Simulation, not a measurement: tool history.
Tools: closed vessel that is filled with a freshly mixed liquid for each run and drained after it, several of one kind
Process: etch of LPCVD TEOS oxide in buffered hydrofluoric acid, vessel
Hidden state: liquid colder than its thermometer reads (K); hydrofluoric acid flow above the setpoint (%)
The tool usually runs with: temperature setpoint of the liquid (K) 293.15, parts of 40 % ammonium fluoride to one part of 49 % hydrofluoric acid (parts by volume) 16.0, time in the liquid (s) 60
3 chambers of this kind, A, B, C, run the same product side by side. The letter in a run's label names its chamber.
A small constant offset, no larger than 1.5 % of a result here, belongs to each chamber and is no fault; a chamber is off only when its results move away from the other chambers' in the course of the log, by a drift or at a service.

run   hour  temperature setpoint of the liquid (K)  parts of 40 % ammonium fluoride to one part of 49 % hydrofluoric acid (parts by volume)  time in the liquid (s)  hours since the thermometer was replaced  hours since the hydrofluoric acid flow meter was replaced  read-back film thickness of the LPCVD TEOS oxide reference wafer, read on the same gauge (nm)  thickness taken off the LPCVD TEOS oxide on a monitor wafer (nm)
 1C    6.1                                  293.15                                                                                     16.0                      60                                    1175.8                                                     1897.5                                                                                         30.010                                                           105.830
 2A   15.2                                  293.15                                                                                     16.0                      60                                     179.2                                                      880.0                                                                                         29.975                                                           104.930
 3B   21.8                                  293.15                                                                                     16.0                      60                                     517.5                                                      113.2                                                                                         29.981                                                           106.150
 4B   28.1                                  293.15                                                                                     16.0                      60                                     523.8                                                      119.5                                                                                         30.047                                                           105.500
 5C   35.7                                  293.15                                                                                     16.0                      60                                    1205.4                                                     1927.1                                                                                         30.004                                                           105.810
 6A   43.3                                  293.15                                                                                     16.0                      60                                     207.3                                                      908.1                                                                                         29.997                                                           105.910
 7A   50.8                                  293.15                                                                                     16.0                      60                                     214.8                                                      915.6                                                                                         29.966                                                           104.590
 8B   57.1                                  290.15                                                                                     16.0                      35                                     552.8                                                      148.5                                                                                         29.957                                                            52.063
 9C   61.8                                  290.15                                                                                     16.0                      35                                    1231.5                                                     1953.2                                                                                         30.009                                                            51.939
10C   70.2                                  290.15                                                                                     16.0                      35                                    1239.9                                                     1961.6                                                                                         29.983                                                            52.501
11A   77.5                                  293.15                                                                                     16.0                      60                                     241.5                                                      942.3                                                                                         30.061                                                           105.950
12B   84.9                                  293.15                                                                                     16.0                      60                                     580.6                                                      176.3                                                                                         30.010                                                           105.450
13A   93.4                                  293.15                                                                                     16.0                      60                                     257.4                                                      958.2                                                                                         29.958                                                           106.300
14B  100.5                                  290.65                                                                                     16.0                      30                                     596.2                                                      191.9                                                                                         30.014                                                            45.877
15C  107.2                                  290.65                                                                                     16.0                      30                                    1276.9                                                     1998.6                                                                                         30.077                                                            46.226
16A  111.7                                  290.65                                                                                     16.0                      30                                     275.7                                                      976.5                                                                                         29.986                                                            46.146
17B  118.6                                  293.15                                                                                     16.0                      60                                     614.3                                                      210.0                                                                                         30.022                                                           104.920
18C  127.9                                  293.15                                                                                     16.0                      60                                    1297.6                                                     2019.3                                                                                         30.010                                                           105.490
     133.3  -- chamber C: hydrofluoric acid flow meter replaced
19A  134.7                                  293.15                                                                                     16.0                      60                                     298.7                                                      999.5                                                                                         29.953                                                           106.760
20B  144.0                                  293.15                                                                                     16.0                      60                                     639.7                                                      235.4                                                                                         29.995                                                           105.590
21C  151.2                                  293.15                                                                                     16.0                      60                                    1320.9                                                       18.0                                                                                         29.975                                                           105.560
22A  161.0                                  293.15                                                                                     16.0                      60                                     325.0                                                     1025.8                                                                                         30.054                                                           107.980
23B  167.5                                  293.15                                                                                     16.0                      60                                     663.2                                                      258.9                                                                                         30.005                                                           105.360
24C  175.1                                  293.15                                                                                     16.0                      60                                    1344.8                                                       41.9                                                                                         29.996                                                           106.360
25A  180.4                                  293.15                                                                                     16.0                      60                                     344.4                                                     1045.2                                                                                         29.973                                                           108.110
26C  190.0                                  293.15                                                                                     16.0                      60                                    1359.7                                                       56.8                                                                                         30.011                                                           106.370
27B  194.4                                  293.15                                                                                     16.0                      60                                     690.1                                                      285.8                                                                                         29.973                                                           106.010
28B  199.5                                  293.15                                                                                     20.5                      60                                     695.2                                                      290.9                                                                                         29.992                                                            83.700
29A  205.4                                  293.15                                                                                     20.5                      60                                     369.4                                                     1070.2                                                                                         30.034                                                            85.680

Read the log: is a single chamber off, either drifting away or since a service, is the gauge that measures every chamber drifting, or is nothing wrong beyond small per-chamber offsets? Name any odd chamber and what most likely caused it.

One chamber, A, drifts off from the rest bit by bit.
What lies behind it: hydrofluoric acid flow above the setpoint (%) = 4.01.
Not necessarily distinguishable in this log from: liquid hotter than its thermometer reads (K).

Which of the 4 candidates below, each the usual settings with something changed and its results left as question marks, puts chamber A back in line with what the other chambers give on the usual settings?
In line here means within this much of the mean the other chambers give on the usual settings: thickness taken off the LPCVD TEOS oxide on a monitor wafer (nm) 1.400
30A-1  212.7                                  292.15                                                                                     16.0                      60                                                                                                                                                                                                                                                                     ?
30A-2  212.7                                  293.15                                                                                     15.5                      60                                                                                                                                                                                                                                                                     ?
30A-3  212.7                                  294.15                                                                                     16.0                      60                                                                                                                                                                                                                                                                     ?
30A-4  212.7                                  293.15                                                                                     16.5                      60                                                                                                                                                                                                                                                                     ?

On the usual settings, the other chambers give on average: thickness taken off the LPCVD TEOS oxide on a monitor wafer (nm) 105.790
  run  thickness taken off the LPCVD TEOS oxide on a monitor wafer (nm)
30A-1                                                           102.960
30A-2                                                           112.340
30A-3                                                           115.250
30A-4                                                           105.700
30A-4 brings the chamber back in line.
